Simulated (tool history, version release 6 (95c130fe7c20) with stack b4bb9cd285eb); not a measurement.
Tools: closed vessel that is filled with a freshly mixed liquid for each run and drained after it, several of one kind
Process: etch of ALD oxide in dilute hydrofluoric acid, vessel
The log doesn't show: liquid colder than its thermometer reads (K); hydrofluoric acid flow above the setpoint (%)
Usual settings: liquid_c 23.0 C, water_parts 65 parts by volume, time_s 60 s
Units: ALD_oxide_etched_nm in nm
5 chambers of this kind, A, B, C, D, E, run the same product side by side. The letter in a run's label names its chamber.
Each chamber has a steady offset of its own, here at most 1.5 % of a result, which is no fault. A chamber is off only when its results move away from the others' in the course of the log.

run	hour	liquid_c	water_parts	time_s	hours since the thermometer was replaced	hours since the hydrofluoric acid flow meter was replaced	read-back film thickness of the ALD oxide reference wafer, read on the same gauge (nm)	ALD_oxide_etched_nm
1A	8.4	23.0	65	60	649.7	650.3	89.979	24.742
2B	14.8	23.0	65	60	194.1	385.5	90.010	24.640
3E	20.2	23.0	65	60	498.5	1778.3	90.018	24.621
4D	24.6	23.0	65	60	1287.6	565.1	90.005	24.879
# hour 25.6: chamber D: thermometer replaced
5C	30.6	23.0	65	60	70.1	43.5	89.991	24.791
6E	36.2	23.0	65	60	514.5	1794.3	90.003	24.364
7C	43.2	23.0	65	60	82.7	56.1	89.999	24.756
8B	47.4	23.0	65	60	226.7	418.1	90.046	24.963
9A	52.4	23.0	65	60	693.7	694.3	90.036	24.681
10D	56.7	23.0	65	60	31.2	597.2	90.005	24.886
11A	62.4	25.5	35	60	703.7	704.3	90.004	53.392
12D	67.6	25.5	35	60	42.1	608.1	89.968	53.759
13B	73.4	25.5	35	60	252.7	444.1	89.987	53.708
14C	81.9	25.5	35	60	121.4	94.8	90.013	53.692
15E	90.6	25.5	35	60	568.9	1848.7	89.967	53.634
16A	95.6	23.0	65	60	736.9	737.5	89.986	24.798
17E	102.4	23.0	65	60	580.7	1860.5	90.015	24.830
18D	108.2	23.0	50	40	82.7	648.7	89.978	22.007
19C	113.9	23.0	50	40	153.4	126.8	89.995	22.109
20B	122.1	23.0	50	40	301.4	492.8	90.017	22.062
21B	127.0	23.0	50	40	306.3	497.7	89.993	22.241
22D	134.2	23.0	50	40	108.7	674.7	89.985	22.343
23A	140.6	23.0	65	60	781.9	782.5	89.989	25.009
24E	144.4	23.0	65	60	622.7	1902.5	89.993	24.777
25C	150.9	23.0	65	60	190.4	163.8	90.015	24.705
26E	157.8	23.0	65	60	636.1	1915.9	89.971	24.577
27C	162.8	23.0	65	60	202.3	175.7	90.019	24.398
28B	171.5	23.0	65	60	350.8	542.2	89.961	24.536
# hour 173.4: chamber B: hydrofluoric acid flow meter replaced
29D	180.3	23.0	65	60	154.8	720.8	89.994	24.820
# hour 183.1: chamber E: hydrofluoric acid flow meter replaced
30A	188.8	23.0	65	60	830.1	830.7	89.997	24.919
31B	195.6	19.0	85	60	374.9	22.2	90.012	15.547
32C	201.0	19.0	85	60	240.5	213.9	90.011	15.733
33E	206.1	19.0	85	60	684.4	23.1	89.987	15.463
34D	213.2	19.0	85	60	187.7	753.7	90.023	15.644

Next, every chamber runs the same settings. What will each give?
35A	219.5	23.0	65	60				?
35B	219.5	23.0	65	60				?
35C	219.5	23.0	65	60				?
35D	219.5	23.0	65	60				?
35E	219.5	23.0	65	60				?

run	ALD_oxide_etched_nm
35A	25.027
35B	25.040
35C	24.899
35D	24.490
35E	24.763

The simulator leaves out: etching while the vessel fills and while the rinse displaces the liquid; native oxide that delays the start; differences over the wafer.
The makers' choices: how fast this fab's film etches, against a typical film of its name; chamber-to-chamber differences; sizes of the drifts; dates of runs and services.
